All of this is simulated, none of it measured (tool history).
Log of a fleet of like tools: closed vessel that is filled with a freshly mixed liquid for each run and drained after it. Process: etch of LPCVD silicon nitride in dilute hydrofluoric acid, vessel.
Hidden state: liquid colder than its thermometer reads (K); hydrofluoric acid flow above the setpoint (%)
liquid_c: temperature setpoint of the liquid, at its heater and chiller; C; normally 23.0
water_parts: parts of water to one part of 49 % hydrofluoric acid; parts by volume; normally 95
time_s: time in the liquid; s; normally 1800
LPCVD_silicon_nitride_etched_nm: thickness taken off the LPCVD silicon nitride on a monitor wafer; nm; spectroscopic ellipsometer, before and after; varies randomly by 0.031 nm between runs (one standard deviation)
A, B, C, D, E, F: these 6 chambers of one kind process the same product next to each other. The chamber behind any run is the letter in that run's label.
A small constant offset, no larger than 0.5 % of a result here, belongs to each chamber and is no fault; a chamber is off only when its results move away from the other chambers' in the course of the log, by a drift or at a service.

| run | hour | liquid_c | water_parts | time_s | hours since the thermometer was replaced | hours since the hydrofluoric acid flow meter was replaced | read-back film thickness of the LPCVD silicon nitride reference wafer, read on the same gauge (nm) | LPCVD_silicon_nitride_etched_nm |
|---|---|---|---|---|---|---|---|---|
| 1C | 4.8 | 23.0 | 95 | 1800 | 83.4 | 178.0 | 89.999 | 8.5818 |
| 2A | 8.4 | 23.0 | 95 | 1800 | 714.1 | 657.2 | 90.022 | 8.5592 |
| 3D | 13.4 | 23.0 | 95 | 1800 | 1717.8 | 845.6 | 89.966 | 8.6149 |
| 4E | 17.7 | 23.0 | 95 | 1800 | 1041.1 | 1064.7 | 90.007 | 8.5690 |
| 5F | 21.3 | 23.0 | 95 | 905 | 531.8 | 278.6 | 89.997 | 4.3058 |
| 6B | 25.0 | 23.0 | 95 | 905 | 434.6 | 1121.1 | 89.980 | 4.3002 |
| 7C | 28.1 | 23.0 | 95 | 905 | 106.7 | 201.3 | 90.051 | 4.2850 |
| 8A | 32.6 | 23.0 | 95 | 905 | 738.3 | 681.4 | 90.023 | 4.3111 |
| 9E | 37.3 | 23.0 | 95 | 905 | 1060.7 | 1084.3 | 89.945 | 4.3144 |
| 10B | 40.7 | 23.0 | 95 | 905 | 450.3 | 1136.8 | 90.034 | 4.2877 |
| 11F | 45.3 | 23.0 | 95 | 1800 | 555.8 | 302.6 | 90.005 | 8.6068 |
| 12D | 48.2 | 23.0 | 95 | 1800 | 1752.6 | 880.4 | 90.000 | 8.6620 |
| 13F | 51.3 | 23.0 | 135 | 1075 | 561.8 | 308.6 | 89.956 | 3.6131 |
| 14A | 55.1 | 23.0 | 135 | 1075 | 760.8 | 703.9 | 89.974 | 3.6286 |
| 15E | 58.9 | 23.0 | 135 | 1075 | 1082.3 | 1105.9 | 89.956 | 3.6260 |
| 16C | 61.8 | 23.0 | 135 | 1075 | 140.4 | 235.0 | 89.983 | 3.6213 |
| 17B | 66.2 | 23.0 | 135 | 1075 | 475.8 | 1162.3 | 90.005 | 3.5930 |
| 18D | 71.0 | 23.0 | 135 | 1075 | 1775.4 | 903.2 | 89.964 | 3.6116 |
| 19C | 75.4 | 23.0 | 95 | 1800 | 154.0 | 248.6 | 90.010 | 8.5456 |
| 20D | 79.1 | 23.0 | 75 | 1800 | 1783.5 | 911.3 | 89.975 | 10.8780 |
| 21B | 81.9 | 23.0 | 75 | 1800 | 491.5 | 1178.0 | 89.957 | 10.7780 |
| 22A | 84.2 | 23.0 | 75 | 1800 | 789.9 | 733.0 | 89.990 | 10.8400 |
| 23E | 89.0 | 23.0 | 75 | 1800 | 1112.4 | 1136.0 | 90.029 | 10.8020 |
| 24F | 92.5 | 23.0 | 75 | 1800 | 603.0 | 349.8 | 89.951 | 10.7870 |
| 25C | 97.2 | 23.0 | 75 | 1800 | 175.8 | 270.4 | 89.994 | 10.7500 |
| 26B | 102.1 | 23.0 | 95 | 1800 | 511.7 | 1198.2 | 90.000 | 8.4905 |
| 27A | 106.6 | 23.0 | 95 | 1800 | 812.3 | 755.4 | 90.004 | 8.6007 |
| 28E | 111.2 | 23.0 | 95 | 1800 | 1134.6 | 1158.2 | 90.006 | 8.5449 |
| 29F | 114.1 | 23.0 | 95 | 1800 | 624.6 | 371.4 | 89.996 | 8.6055 |
| 30D | 116.9 | 23.0 | 95 | 1800 | 1821.3 | 949.1 | 89.980 | 8.5566 |
| 31C | 119.7 | 23.0 | 95 | 1800 | 198.3 | 292.9 | 89.966 | 8.5457 |
| 32D | 123.9 | 23.0 | 95 | 1800 | 1828.3 | 956.1 | 90.010 | 8.6229 |
| 33B | 127.7 | 18.5 | 65 | 1800 | 537.3 | 1223.8 | 90.002 | 9.1545 |
| 34E | 131.2 | 18.5 | 65 | 1800 | 1154.6 | 1178.2 | 90.029 | 9.1270 |
| 35F | 135.9 | 18.5 | 65 | 1800 | 646.4 | 393.2 | 90.006 | 9.1994 |
| 36A | 139.2 | 18.5 | 65 | 1800 | 844.9 | 788.0 | 90.059 | 9.1929 |
| 37E | 142.2 | 18.5 | 65 | 1800 | 1165.6 | 1189.2 | 89.992 | 9.0714 |

Read the log: is a single chamber off, either drifting away or since a service, is the gauge that measures every chamber drifting, or is nothing wrong beyond small per-chamber offsets? Name any odd chamber and what most likely caused it.

Neither any chamber nor the gauge drifts; the chambers differ only by their own small, steady offsets.

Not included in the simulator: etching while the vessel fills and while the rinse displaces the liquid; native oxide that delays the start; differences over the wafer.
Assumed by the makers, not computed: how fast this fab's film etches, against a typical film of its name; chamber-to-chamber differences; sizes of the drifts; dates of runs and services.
